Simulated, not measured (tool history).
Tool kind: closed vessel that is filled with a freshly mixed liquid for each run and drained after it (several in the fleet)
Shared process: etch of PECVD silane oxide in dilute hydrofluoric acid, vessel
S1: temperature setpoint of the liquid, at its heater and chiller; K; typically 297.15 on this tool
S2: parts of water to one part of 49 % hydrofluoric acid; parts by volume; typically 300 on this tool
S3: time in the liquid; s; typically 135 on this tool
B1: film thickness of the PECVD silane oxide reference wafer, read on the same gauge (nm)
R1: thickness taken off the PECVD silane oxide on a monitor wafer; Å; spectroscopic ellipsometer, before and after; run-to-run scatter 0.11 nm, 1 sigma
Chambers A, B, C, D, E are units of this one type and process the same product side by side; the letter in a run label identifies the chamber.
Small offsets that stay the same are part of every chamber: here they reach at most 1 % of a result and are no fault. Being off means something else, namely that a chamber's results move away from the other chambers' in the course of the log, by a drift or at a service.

run,day,S1,S2,S3,B1,R1
1A,0.475,297.15,300,135,69.996,123.99
2B,0.817,297.15,300,135,69.995,121.68
3E,1.183,297.15,300,135,70.005,122.27
4C,1.417,297.15,300,135,69.976,122.54
5D,1.629,297.15,300,135,69.991,120.8
6B,2,297.15,300,135,69.981,122.56
7C,2.404,301.65,180,135,69.992,272.27
8E,2.821,301.65,180,135,70.001,283.49
9A,3.262,301.65,180,135,70.012,269.11
10D,3.546,301.65,180,135,69.994,275.69
11A,3.867,301.65,180,135,69.989,271.9
12D,4.175,297.15,300,135,69.995,122.66
13B,4.412,301.65,300,135,70,144.68
14E,4.892,301.65,300,135,69.997,142.01
15C,5.312,301.65,300,135,69.988,142.17
16A,5.696,301.65,300,135,70.014,145.75
17B,6.029,301.65,300,135,70.007,145.05
18E,6.292,297.15,300,135,70.013,122.93
19C,6.554,297.15,300,135,69.99,121.59
20D,6.858,297.15,300,135,69.991,121.34
21D,7.275,297.15,300,135,70.003,119.41
22C,7.712,297.15,300,135,70.018,122.34
23A,7.958,297.15,300,135,70.003,130.8
24E,8.438,297.15,300,135,69.99,123.14
25B,8.817,297.15,300,135,69.983,123.76
# day 9.088: chamber A: thermometer replaced
26D,9.221,297.15,300,135,70.032,119.17
27B,9.662,297.15,445,135,70,71.392
28A,9.938,297.15,445,135,69.994,77.524
29E,10.317,297.15,445,135,70.001,72.048
30C,10.679,297.15,445,135,69.982,72.523
31E,11.067,297.15,445,135,69.996,71.92
32C,11.525,297.15,300,135,69.994,122.36
33B,11.792,297.15,300,135,70.009,123.97
34A,12.208,297.15,300,135,69.981,133.5
35D,12.625,297.15,300,135,69.993,119.89
36E,12.862,297.15,300,175,69.988,155.22
37D,13.208,297.15,300,175,69.987,155.57
38B,13.654,297.15,300,175,70.006,158.25

Read the log: is a single chamber off, either drifting away or since a service, is the gauge that measures every chamber drifting, or is nothing wrong beyond small per-chamber offsets? Name any odd chamber and what most likely caused it.

Little by little, chamber A moves away from the other chambers.
Cause: hydrofluoric acid flow above the setpoint (%) = 8.15.

Chamber A could run next with any of the 4 candidate recipes listed below; each alters the usual settings, and their results appear as question marks. Which one brings its results back in line with what the other chambers deliver on the usual settings?
Allowed miss from the other chambers' usual-settings mean, per result, to count as in line: R1 4 Å
39A-1,14.004,297.15,300,120,,?
39A-2,14.004,297.15,325,125,,?
39A-3,14.004,297.15,285,140,,?
39A-4,14.004,297.15,275,145,,?

The mean the other chambers reach with the usual settings: R1 122.14 Å
run,R1
39A-1,121.21
39A-2,114.03
39A-3,150.86
39A-4,163.39
With 39A-1, the chamber falls back in line with the rest.
